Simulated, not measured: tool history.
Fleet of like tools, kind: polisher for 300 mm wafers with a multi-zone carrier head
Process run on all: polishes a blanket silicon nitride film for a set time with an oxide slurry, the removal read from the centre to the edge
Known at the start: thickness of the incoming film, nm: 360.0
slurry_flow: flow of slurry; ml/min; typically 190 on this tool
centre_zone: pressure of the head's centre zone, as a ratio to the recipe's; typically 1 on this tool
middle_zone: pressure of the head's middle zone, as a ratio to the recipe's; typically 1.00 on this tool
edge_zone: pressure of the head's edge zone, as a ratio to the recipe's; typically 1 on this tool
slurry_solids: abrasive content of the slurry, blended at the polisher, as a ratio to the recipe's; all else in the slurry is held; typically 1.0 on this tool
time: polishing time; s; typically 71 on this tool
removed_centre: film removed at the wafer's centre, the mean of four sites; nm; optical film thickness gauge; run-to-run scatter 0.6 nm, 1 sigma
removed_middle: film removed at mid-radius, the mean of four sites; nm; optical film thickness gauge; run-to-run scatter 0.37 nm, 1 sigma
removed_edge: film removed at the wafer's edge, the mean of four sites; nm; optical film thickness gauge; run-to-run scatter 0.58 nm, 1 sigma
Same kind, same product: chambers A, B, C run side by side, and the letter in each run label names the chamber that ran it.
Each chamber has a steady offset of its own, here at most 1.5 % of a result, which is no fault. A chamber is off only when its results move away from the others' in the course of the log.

| run | hour | slurry_flow | centre_zone | middle_zone | edge_zone | slurry_solids | time | removed_centre | removed_middle | removed_edge |
|---|---|---|---|---|---|---|---|---|---|---|
| 1A | 4.3 | 190 | 1 | 1.00 | 1 | 1.0 | 71 | 46.038 | 46.537 | 45.543 |
|  | 5.9 | chamber A: worn pad replaced by a new one |
| 2C | 7.6 | 190 | 1 | 1.00 | 1 | 1.0 | 71 | 44.863 | 46.391 | 45.913 |
| 3B | 12.9 | 190 | 1 | 1.00 | 1 | 1.0 | 71 | 46.547 | 46.263 | 46.162 |
| 4A | 16.8 | 190 | 1 | 1.00 | 1 | 1.0 | 71 | 47.046 | 46.540 | 46.021 |
| 5B | 19.9 | 190 | 1 | 1.00 | 1 | 1.0 | 71 | 44.997 | 46.386 | 46.632 |
| 6C | 24.0 | 190 | 1 | 1.00 | 1 | 1.0 | 71 | 45.255 | 46.585 | 45.858 |
| 7B | 26.7 | 190 | 1 | 1.00 | 1 | 1.0 | 71 | 45.768 | 46.351 | 46.250 |
| 8A | 29.3 | 190 | 1 | 1.00 | 1 | 1.0 | 71 | 45.686 | 46.279 | 46.387 |
| 9C | 34.6 | 190 | 1 | 1.00 | 1 | 1.0 | 71 | 45.070 | 46.741 | 45.912 |
|  | 36.7 | chamber C: worn pad replaced by a new one |
| 10C | 37.4 | 190 | 1 | 1.00 | 1 | 1.0 | 71 | 45.098 | 47.311 | 46.262 |
| 11A | 41.1 | 190 | 1 | 1.00 | 1 | 1.0 | 71 | 44.068 | 46.391 | 46.066 |
| 12B | 46.2 | 190 | 1 | 1.00 | 1 | 1.0 | 71 | 45.978 | 46.216 | 46.524 |
| 13C | 49.9 | 190 | 1 | 1.00 | 1 | 1.0 | 71 | 46.228 | 46.643 | 46.425 |
| 14A | 54.6 | 190 | 1 | 1.00 | 1 | 1.1 | 62 | 39.973 | 42.594 | 42.143 |
| 15B | 58.7 | 190 | 1 | 1.00 | 1 | 1.1 | 62 | 42.395 | 42.461 | 43.436 |
| 16C | 63.8 | 190 | 1 | 1.00 | 1 | 1.1 | 62 | 42.177 | 42.374 | 42.104 |
| 17B | 68.9 | 190 | 1 | 1.00 | 1 | 1.0 | 71 | 45.575 | 46.681 | 46.708 |
| 18A | 73.4 | 190 | 1 | 1.00 | 1 | 1.0 | 71 | 42.315 | 46.505 | 47.039 |
| 19C | 78.4 | 190 | 1 | 1.00 | 1 | 1.0 | 71 | 45.427 | 46.892 | 45.739 |
| 20A | 83.2 | 190 | 1 | 0.95 | 1 | 1.0 | 71 | 41.494 | 44.613 | 46.893 |

Is one chamber out of step, is the gauge drifting, or do the chambers differ by no more than their own small offsets? For an off chamber, give its letter and the likeliest cause.

One chamber, A, drifts off from the rest bit by bit.
Likeliest cause: centre zone's pressure below its setpoint, % = 11.7.

Here are 4 candidates for chamber A's next run, each the usual settings with a change, their results left as question marks. Which one brings its results back in line with what the others give on the usual settings?
Counts as in line when no further than this from what the other chambers average on the usual settings: removed_centre 2.100 nm; removed_middle 1.300 nm; removed_edge 2.000 nm
| 21A-1 | 87.0 | 195 | 1.09 | 0.98 | 0.97 | 1.0 | 72 | ? | ? | ? |
| 21A-2 | 87.0 | 190 | 0.98 | 1.01 | 1.01 | 1.0 | 71 | ? | ? | ? |
| 21A-3 | 87.0 | 190 | 1.02 | 0.99 | 0.99 | 1.0 | 71 | ? | ? | ? |
| 21A-4 | 87.0 | 185 | 0.91 | 1.02 | 1.03 | 1.0 | 70 | ? | ? | ? |

Usual-settings mean across the other chambers: removed_centre 45.631 nm; removed_middle 46.535 nm; removed_edge 46.434 nm
| run | removed_centre | removed_middle | removed_edge |
|---|---|---|---|
| 21A-1 | 45.965 | 46.566 | 46.300 |
| 21A-2 | 40.202 | 47.060 | 46.462 |
| 21A-3 | 41.991 | 46.188 | 45.998 |
| 21A-4 | 36.372 | 46.647 | 46.132 |
The answer is 21A-1, which returns the chamber to within the allowed miss of the others.
